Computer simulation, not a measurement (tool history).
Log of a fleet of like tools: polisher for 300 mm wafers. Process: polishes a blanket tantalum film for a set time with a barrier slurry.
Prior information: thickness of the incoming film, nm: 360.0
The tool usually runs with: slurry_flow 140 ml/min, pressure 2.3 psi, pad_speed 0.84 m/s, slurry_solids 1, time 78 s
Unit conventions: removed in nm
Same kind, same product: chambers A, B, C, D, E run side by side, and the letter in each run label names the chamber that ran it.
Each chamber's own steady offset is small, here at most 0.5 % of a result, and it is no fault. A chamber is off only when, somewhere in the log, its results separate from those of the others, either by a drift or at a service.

run,hour,slurry_flow,pressure,pad_speed,slurry_solids,time,wafers polished on this pad,hours since the slurry nozzle was cleaned,hours since the head pressure was calibrated,hours since the slurry blender was calibrated,removed
# hour 4.6: chamber A: worn pad replaced by a new one
1D,6.8,140,2.3,0.84,1,78,638,57.8,927,277.9,122.7
2C,16.1,140,2.3,0.84,1,78,525,228.1,196.5,365.2,122.72
# hour 24: chamber C: worn pad replaced by a new one
3E,24.6,140,2.3,0.84,1,78,921,236.9,170.6,94.3,118.64
# hour 33.9: chamber E: worn pad replaced by a new one
4A,34.2,140,2.3,0.84,1,78,326,337.9,324.4,114.8,120.67
5B,40.6,140,2.3,0.84,1,78,713,543.4,367.4,90.7,122.99
6B,45.9,140,2.3,0.84,1,78,771,548.7,372.7,96,123.63
7E,51.9,140,2.3,0.84,1,78,198,264.2,197.9,121.6,122.8
8C,57.9,140,2.3,0.84,1,78,374,269.9,238.3,407,124.55
# hour 58: chamber B: worn pad replaced by a new one
# hour 63: chamber A: worn pad replaced by a new one
9A,67.8,140,2.3,0.84,1,78,53,371.5,358,148.4,122.38
# hour 67.9: chamber D: worn pad replaced by a new one
10D,72.9,140,2.3,0.84,1,78,55,123.9,993.1,344,123.84
# hour 79.8: chamber C: worn pad replaced by a new one
11E,82.6,140,2.3,0.84,1,78,537,294.9,228.6,152.3,122.47
12D,91.1,140,2.3,0.84,1,78,256,142.1,1011.3,362.2,119.7
13C,96,140,2.3,0.84,1,78,179,308,276.4,445.1,123.51
# hour 98.5: chamber D: slurry blender recalibrated
14A,102.6,140,2.3,0.84,1,78,437,406.3,392.8,183.2,120.81
15B,111.6,140,2.3,0.84,1,78,592,614.4,438.4,161.7,123.51
16A,117.7,140,2.3,0.84,1,78,603,421.4,407.9,198.3,121.09
# hour 119.3: chamber D: head pressure recalibrated
# hour 126.8: chamber A: worn pad replaced by a new one
# hour 127.6: chamber B: worn pad replaced by a new one
17D,127.8,140,2.3,0.84,1,78,661,178.8,8.5,29.3,114.42
# hour 132: chamber E: worn pad replaced by a new one
18E,135.9,140,2.3,0.84,1,78,43,348.2,281.9,205.6,119.56
19B,140.3,140,2.3,0.84,1,78,140,643.1,467.1,190.4,123.13
# hour 141.8: chamber C: worn pad replaced by a new one
20C,145.5,140,2.3,0.84,1,78,41,357.5,325.9,494.6,121.48
21D,152.3,140,2.3,0.84,1,78,931,203.3,33,53.8,114.06
22B,160.6,140,2.3,0.84,1,78,364,663.4,487.4,210.7,123.11
# hour 166.1: chamber B: slurry blender recalibrated
23A,166.9,140,2.3,0.84,1,78,443,470.6,457.1,247.5,121.25
24E,176,140,2.3,0.84,1,78,486,388.3,322,245.7,118.14
# hour 177.2: chamber A: slurry nozzle cleaned
25C,181.8,140,2.3,0.84,1,78,441,393.8,362.2,530.9,123.63
# hour 183.8: chamber C: slurry blender recalibrated
26D,189.6,140,2.3,0.84,1,78,1343,240.6,70.3,91.1,112.11
# hour 189.8: chamber A: worn pad replaced by a new one
# hour 195.6: chamber D: worn pad replaced by a new one
# hour 195.9: chamber B: worn pad replaced by a new one
27C,198.9,140,2.3,0.84,1,78,630,410.9,379.3,15.1,122.77
# hour 199.3: chamber E: slurry blender recalibrated
# hour 200.2: chamber C: worn pad replaced by a new one
28E,207.4,105,2.3,0.66,1,78,832,419.7,353.4,8.1,91.118
29A,212.2,105,2.3,0.66,1,78,248,35.1,502.4,292.8,91.322
30B,217.9,105,2.3,0.66,1,78,243,720.7,544.7,51.9,89.294
# hour 218.1: chamber E: worn pad replaced by a new one
31C,224.4,105,2.3,0.66,1,78,267,436.4,404.8,40.6,90.309
# hour 227.9: chamber C: head pressure recalibrated
32A,233.3,105,2.3,0.66,1,78,480,56.2,523.5,313.9,90.957
33B,239.9,140,2.3,0.84,1,78,486,742.7,566.7,73.9,123.41
# hour 246.7: chamber A: worn pad replaced by a new one
34E,247.1,140,2.3,0.84,1,78,320,459.4,393.1,47.8,123.42
# hour 250.5: chamber C: worn pad replaced by a new one
35D,253.6,140,2.3,0.84,1,78,640,304.6,134.3,155.1,113.82
36B,259.3,140,2.3,0.84,1,78,700,762.1,586.1,93.3,121.67
37C,264,140,2.3,0.84,1,78,149,476,36.2,80.2,122.54
# hour 267.4: chamber B: worn pad replaced by a new one
38A,273.9,140,2.7,0.84,1,54,300,96.8,564.1,354.5,98.655
39E,279.6,140,2.7,0.84,1,54,678,491.9,425.6,80.3,98.528
# hour 279.8: chamber B: head pressure recalibrated
40D,285.3,140,2.7,0.84,1,54,990,336.3,166,186.8,92.83
41B,289.8,140,2.7,0.84,1,54,247,792.6,10,123.8,97.441
42E,295.4,140,2.7,0.84,1,54,853,507.7,441.4,96.1,98.964

Which is it: a chamber that has drifted or been left off by a service, a gauge drift common to all chambers, or only each chamber's usual small offset? If a chamber is off, name it and its likeliest cause.

The work done on chamber D during a service left it standing apart from the others.
Cause: head's pressure below its setpoint, % = 7.03.

Here are 4 candidates for chamber D's next run, each the usual settings with a change, their results left as question marks. Which one brings its results back in line with what the others give on the usual settings?
A result is in line if it is within this distance of the other chambers' mean on the usual settings: removed 5.3 nm
43D-1,302.7,140,2.3,0.84,1,73,,,,,?
43D-2,302.7,140,2.2,0.8,1,74,,,,,?
43D-3,302.7,140,2.4,0.86,1,80,,,,,?
43D-4,302.7,140,2.5,0.9,1,78,,,,,?

Usual-settings mean across the other chambers: removed 121.75 nm
run,removed
43D-1,105.15
43D-2,97.099
43D-3,123.11
43D-4,130.84
The right change is 43D-3: it brings the chamber back within the allowed miss of the others.

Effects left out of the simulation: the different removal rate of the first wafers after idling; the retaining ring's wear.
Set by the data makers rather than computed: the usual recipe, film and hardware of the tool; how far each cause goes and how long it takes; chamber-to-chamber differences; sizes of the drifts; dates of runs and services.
